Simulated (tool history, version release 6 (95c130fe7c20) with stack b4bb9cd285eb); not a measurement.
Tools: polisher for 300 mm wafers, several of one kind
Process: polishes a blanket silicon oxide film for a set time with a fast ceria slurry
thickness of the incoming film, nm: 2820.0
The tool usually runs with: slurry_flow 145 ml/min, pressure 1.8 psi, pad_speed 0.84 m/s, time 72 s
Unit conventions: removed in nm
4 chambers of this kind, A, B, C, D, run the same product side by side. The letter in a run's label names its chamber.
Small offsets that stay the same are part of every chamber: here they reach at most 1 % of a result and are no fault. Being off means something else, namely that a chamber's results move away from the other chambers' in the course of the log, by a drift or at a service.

| run | hour | slurry_flow | pressure | pad_speed | time | removed |
|---|---|---|---|---|---|---|
| 1C | 3.6 | 145 | 1.8 | 0.84 | 72 | 618.8 |
| 2B | 8 | 145 | 1.8 | 0.84 | 72 | 608.92 |
| 3D | 13 | 145 | 1.8 | 0.84 | 72 | 618.3 |
| 4A | 16.7 | 145 | 1.8 | 0.84 | 72 | 622.14 |
| 5A | 23 | 145 | 1.8 | 0.84 | 72 | 619.48 |
| 6C | 26.6 | 145 | 1.8 | 0.84 | 72 | 607.65 |
| 7B | 31.7 | 145 | 1.8 | 0.84 | 72 | 613.66 |
| 8D | 39.2 | 145 | 1.8 | 0.84 | 72 | 614.9 |
|  | 43 | chamber B: worn pad replaced by a new one |
| 9D | 46.3 | 145 | 1.8 | 0.84 | 72 | 606.3 |
| 10A | 49.8 | 145 | 1.8 | 0.84 | 72 | 621.7 |
|  | 51 | chamber A: worn pad replaced by a new one |
| 11C | 56.3 | 145 | 1.8 | 0.84 | 72 | 612.2 |
|  | 61 | chamber D: worn pad replaced by a new one |
| 12B | 62.8 | 145 | 1.8 | 0.84 | 72 | 607.91 |
| 13A | 66.7 | 145 | 1.8 | 0.84 | 72 | 624.15 |
|  | 73 | chamber C: worn pad replaced by a new one |
| 14D | 73.6 | 145 | 1.8 | 0.84 | 72 | 616.79 |
| 15C | 79.2 | 145 | 1.8 | 0.84 | 72 | 619.71 |
| 16B | 85 | 145 | 1.8 | 0.84 | 72 | 627.75 |
| 17C | 92.4 | 185 | 1.8 | 0.84 | 72 | 633.22 |
| 18D | 98 | 185 | 1.8 | 0.84 | 72 | 642.27 |
|  | 101.2 | chamber C: slurry nozzle cleaned |
| 19A | 102.2 | 185 | 1.8 | 0.84 | 72 | 646.32 |
| 20B | 108.7 | 185 | 1.8 | 0.84 | 72 | 630.93 |
| 21B | 112.6 | 145 | 1.8 | 0.84 | 72 | 615.47 |
| 22D | 117.8 | 145 | 1.8 | 0.84 | 72 | 611.63 |
|  | 119.2 | chamber B: head pressure recalibrated |
| 23A | 122.9 | 145 | 1.8 | 0.84 | 72 | 615.88 |
| 24C | 127.5 | 145 | 1.6 | 0.84 | 72 | 543.9 |
|  | 130.3 | chamber D: worn pad replaced by a new one |
|  | 131.4 | chamber A: worn pad replaced by a new one |
| 25A | 134 | 145 | 1.6 | 0.84 | 72 | 552.86 |
|  | 135.8 | chamber C: worn pad replaced by a new one |
| 26B | 139.2 | 145 | 1.6 | 0.84 | 72 | 477.03 |
| 27C | 146.8 | 145 | 1.6 | 0.84 | 72 | 544.31 |
| 28D | 154 | 145 | 2.1 | 1.06 | 72 | 921.66 |
| 29D | 159.4 | 145 | 2.1 | 1.06 | 72 | 904.09 |
| 30C | 164.7 | 145 | 2.1 | 1.06 | 72 | 890.38 |
| 31B | 171.2 | 145 | 2.1 | 1.06 | 72 | 815.11 |
| 32A | 178.8 | 145 | 1.8 | 0.84 | 72 | 632.43 |
| 33B | 184.1 | 145 | 1.8 | 0.84 | 72 | 549.79 |

Predict what each chamber gives when all 4 of them run the settings below next.
| 34A | 189.9 | 145 | 1.8 | 0.84 | 72 | ? |
| 34B | 189.9 | 145 | 1.8 | 0.84 | 72 | ? |
| 34C | 189.9 | 145 | 1.8 | 0.84 | 72 | ? |
| 34D | 189.9 | 145 | 1.8 | 0.84 | 72 | ? |

| run | removed |
|---|---|
| 34A | 614.38 |
| 34B | 554.89 |
| 34C | 605.73 |
| 34D | 622.1 |
